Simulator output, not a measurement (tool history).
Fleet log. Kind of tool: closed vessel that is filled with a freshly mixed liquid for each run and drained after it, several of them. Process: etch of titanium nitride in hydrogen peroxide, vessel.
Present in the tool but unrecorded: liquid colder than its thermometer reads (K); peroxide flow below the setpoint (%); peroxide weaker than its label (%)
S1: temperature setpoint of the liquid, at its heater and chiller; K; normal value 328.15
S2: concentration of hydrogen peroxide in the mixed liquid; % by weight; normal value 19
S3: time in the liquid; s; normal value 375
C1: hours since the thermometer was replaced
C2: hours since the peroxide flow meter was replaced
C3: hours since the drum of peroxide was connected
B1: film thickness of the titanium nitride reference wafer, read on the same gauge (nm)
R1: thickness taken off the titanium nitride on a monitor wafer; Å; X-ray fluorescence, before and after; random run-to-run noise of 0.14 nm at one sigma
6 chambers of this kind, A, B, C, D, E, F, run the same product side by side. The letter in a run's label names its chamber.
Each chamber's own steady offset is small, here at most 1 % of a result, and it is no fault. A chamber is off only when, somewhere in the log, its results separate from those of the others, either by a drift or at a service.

{"run": "1D", "hour": 5.6, "S1": 328.15, "S2": 19, "S3": 375, "C1": 106.5, "C2": 932.1, "C3": 804.6, "B1": 140, "R1": 153.45}
{"run": "2F", "hour": 12.1, "S1": 328.15, "S2": 19, "S3": 375, "C1": 35.8, "C2": 280.2, "C3": 665.8, "B1": 139.96, "R1": 153.77}
{"run": "3C", "hour": 16.0, "S1": 328.15, "S2": 19, "S3": 375, "C1": 290.4, "C2": 446, "C3": 585.3, "B1": 140, "R1": 153.78}
{"hour": 20.2, "done": "chamber C: peroxide flow meter replaced"}
{"run": "4E", "hour": 20.2, "S1": 328.15, "S2": 19, "S3": 375, "C1": 207.1, "C2": 611.5, "C3": 711.5, "B1": 140.02, "R1": 151.7}
{"run": "5A", "hour": 25.6, "S1": 328.15, "S2": 19, "S3": 375, "C1": 41.4, "C2": 780, "C3": 315.1, "B1": 139.97, "R1": 152.72}
{"run": "6B", "hour": 29.1, "S1": 328.15, "S2": 19, "S3": 375, "C1": 100.2, "C2": 975.5, "C3": 319.8, "B1": 140, "R1": 151.64}
{"run": "7C", "hour": 35.5, "S1": 328.15, "S2": 19, "S3": 375, "C1": 309.9, "C2": 15.4, "C3": 604.8, "B1": 140.01, "R1": 152.05}
{"run": "8D", "hour": 40.0, "S1": 328.15, "S2": 19, "S3": 375, "C1": 140.9, "C2": 966.5, "C3": 839, "B1": 139.99, "R1": 154.9}
{"run": "9E", "hour": 43.6, "S1": 328.15, "S2": 19, "S3": 375, "C1": 230.5, "C2": 634.9, "C3": 734.9, "B1": 140, "R1": 153.05}
{"run": "10F", "hour": 49.9, "S1": 328.15, "S2": 19, "S3": 375, "C1": 73.6, "C2": 318, "C3": 703.6, "B1": 140.04, "R1": 151.56}
{"run": "11A", "hour": 54.2, "S1": 328.15, "S2": 19, "S3": 375, "C1": 70, "C2": 808.6, "C3": 343.7, "B1": 140.02, "R1": 152.51}
{"run": "12B", "hour": 58.5, "S1": 328.15, "S2": 19, "S3": 375, "C1": 129.6, "C2": 1004.9, "C3": 349.2, "B1": 140.05, "R1": 152.06}
{"run": "13F", "hour": 62.6, "S1": 328.15, "S2": 19, "S3": 375, "C1": 86.3, "C2": 330.7, "C3": 716.3, "B1": 139.99, "R1": 152.92}
{"run": "14E", "hour": 67.3, "S1": 328.15, "S2": 19, "S3": 375, "C1": 254.2, "C2": 658.6, "C3": 758.6, "B1": 140.01, "R1": 154.09}
{"run": "15A", "hour": 70.8, "S1": 328.15, "S2": 19, "S3": 375, "C1": 86.6, "C2": 825.2, "C3": 360.3, "B1": 140.03, "R1": 151.01}
{"run": "16B", "hour": 76.2, "S1": 328.15, "S2": 19, "S3": 375, "C1": 147.3, "C2": 1022.6, "C3": 366.9, "B1": 140.03, "R1": 155.18}
{"run": "17C", "hour": 79.8, "S1": 328.15, "S2": 19, "S3": 375, "C1": 354.2, "C2": 59.7, "C3": 649.1, "B1": 140, "R1": 152.5}
{"run": "18D", "hour": 84.6, "S1": 321.15, "S2": 22, "S3": 375, "C1": 185.5, "C2": 1011.1, "C3": 883.6, "B1": 140, "R1": 93.521}
{"run": "19F", "hour": 90.9, "S1": 321.15, "S2": 22, "S3": 375, "C1": 114.6, "C2": 359, "C3": 744.6, "B1": 139.99, "R1": 95.035}
{"run": "20C", "hour": 97.6, "S1": 321.15, "S2": 22, "S3": 375, "C1": 372, "C2": 77.5, "C3": 666.9, "B1": 140, "R1": 95.089}
{"run": "21A", "hour": 100.8, "S1": 321.15, "S2": 22, "S3": 375, "C1": 116.6, "C2": 855.2, "C3": 390.3, "B1": 140.01, "R1": 95.657}
{"run": "22D", "hour": 104.2, "S1": 321.15, "S2": 22, "S3": 375, "C1": 205.1, "C2": 1030.7, "C3": 903.2, "B1": 140.01, "R1": 95.058}
{"run": "23E", "hour": 107.8, "S1": 321.15, "S2": 22, "S3": 375, "C1": 294.7, "C2": 699.1, "C3": 799.1, "B1": 140.03, "R1": 93.818}
{"run": "24B", "hour": 114.0, "S1": 328.15, "S2": 19, "S3": 375, "C1": 185.1, "C2": 1060.4, "C3": 404.7, "B1": 140.01, "R1": 150.99}
{"run": "25E", "hour": 120.2, "S1": 328.15, "S2": 19, "S3": 375, "C1": 307.1, "C2": 711.5, "C3": 811.5, "B1": 140.03, "R1": 148.68}
{"run": "26A", "hour": 123.4, "S1": 328.15, "S2": 16.5, "S3": 170, "C1": 139.2, "C2": 877.8, "C3": 412.9, "B1": 140.03, "R1": 67.14}
{"run": "27B", "hour": 127.5, "S1": 328.15, "S2": 16.5, "S3": 170, "C1": 198.6, "C2": 1073.9, "C3": 418.2, "B1": 139.98, "R1": 66.618}
{"run": "28D", "hour": 132.9, "S1": 328.15, "S2": 16.5, "S3": 170, "C1": 233.8, "C2": 1059.4, "C3": 931.9, "B1": 139.98, "R1": 67.216}
{"run": "29C", "hour": 138.2, "S1": 328.15, "S2": 16.5, "S3": 170, "C1": 412.6, "C2": 118.1, "C3": 707.5, "B1": 139.97, "R1": 67.472}
{"run": "30F", "hour": 141.2, "S1": 328.15, "S2": 16.5, "S3": 170, "C1": 164.9, "C2": 409.3, "C3": 794.9, "B1": 139.93, "R1": 67.19}
{"hour": 142.8, "done": "chamber A: peroxide flow meter replaced"}
{"run": "31F", "hour": 145.4, "S1": 328.15, "S2": 16.5, "S3": 170, "C1": 169.1, "C2": 413.5, "C3": 799.1, "B1": 140.05, "R1": 67.104}
{"run": "32E", "hour": 148.9, "S1": 328.15, "S2": 19, "S3": 375, "C1": 335.8, "C2": 740.2, "C3": 840.2, "B1": 140, "R1": 146.48}
{"run": "33C", "hour": 152.5, "S1": 328.15, "S2": 19, "S3": 375, "C1": 426.9, "C2": 132.4, "C3": 721.8, "B1": 140.01, "R1": 153.17}
{"run": "34D", "hour": 158.0, "S1": 328.15, "S2": 19, "S3": 375, "C1": 258.9, "C2": 1084.5, "C3": 957, "B1": 139.99, "R1": 153.57}
{"run": "35A", "hour": 164.3, "S1": 328.15, "S2": 19, "S3": 375, "C1": 180.1, "C2": 21.6, "C3": 453.8, "B1": 139.99, "R1": 154.01}
{"run": "36B", "hour": 170.5, "S1": 328.15, "S2": 19, "S3": 375, "C1": 241.6, "C2": 1116.9, "C3": 461.2, "B1": 140, "R1": 149.4}
{"run": "37D", "hour": 176.6, "S1": 328.15, "S2": 19, "S3": 375, "C1": 277.5, "C2": 1103.1, "C3": 975.6, "B1": 139.94, "R1": 153.27}
{"hour": 176.7, "done": "chamber B: new drum of peroxide connected"}
{"run": "38E", "hour": 183.2, "S1": 328.15, "S2": 19, "S3": 375, "C1": 370.1, "C2": 774.5, "C3": 874.5, "B1": 139.97, "R1": 143.45}
{"run": "39F", "hour": 188.8, "S1": 328.15, "S2": 19, "S3": 375, "C1": 212.5, "C2": 456.9, "C3": 842.5, "B1": 140.03, "R1": 149.88}
{"run": "40C", "hour": 194.8, "S1": 328.15, "S2": 19, "S3": 375, "C1": 469.2, "C2": 174.7, "C3": 764.1, "B1": 139.98, "R1": 152.22}
{"run": "41B", "hour": 201.0, "S1": 328.15, "S2": 19, "S3": 375, "C1": 272.1, "C2": 1147.4, "C3": 24.3, "B1": 140.01, "R1": 154.37}
{"run": "42A", "hour": 206.6, "S1": 328.15, "S2": 19, "S3": 260, "C1": 222.4, "C2": 63.9, "C3": 496.1, "B1": 140.01, "R1": 104.87}
{"run": "43B", "hour": 209.8, "S1": 328.15, "S2": 19, "S3": 260, "C1": 280.9, "C2": 1156.2, "C3": 33.1, "B1": 140, "R1": 105.32}
{"run": "44C", "hour": 216.3, "S1": 328.15, "S2": 19, "S3": 260, "C1": 490.7, "C2": 196.2, "C3": 785.6, "B1": 140.06, "R1": 108.15}

The same settings go to every chamber for the next run, one line per chamber below. Forecast the results for each:
{"run": "45A", "hour": 221.1, "S1": 328.15, "S2": 19, "S3": 210, "R1": "?"}
{"run": "45B", "hour": 221.1, "S1": 328.15, "S2": 19, "S3": 210, "R1": "?"}
{"run": "45C", "hour": 221.1, "S1": 328.15, "S2": 19, "S3": 210, "R1": "?"}
{"run": "45D", "hour": 221.1, "S1": 328.15, "S2": 19, "S3": 210, "R1": "?"}
{"run": "45E", "hour": 221.1, "S1": 328.15, "S2": 19, "S3": 210, "R1": "?"}
{"run": "45F", "hour": 221.1, "S1": 328.15, "S2": 19, "S3": 210, "R1": "?"}

run=45A R1=87.07
run=45B R1=85.688
run=45C R1=85.285
run=45D R1=84.557
run=45E R1=78.612
run=45F R1=83.99

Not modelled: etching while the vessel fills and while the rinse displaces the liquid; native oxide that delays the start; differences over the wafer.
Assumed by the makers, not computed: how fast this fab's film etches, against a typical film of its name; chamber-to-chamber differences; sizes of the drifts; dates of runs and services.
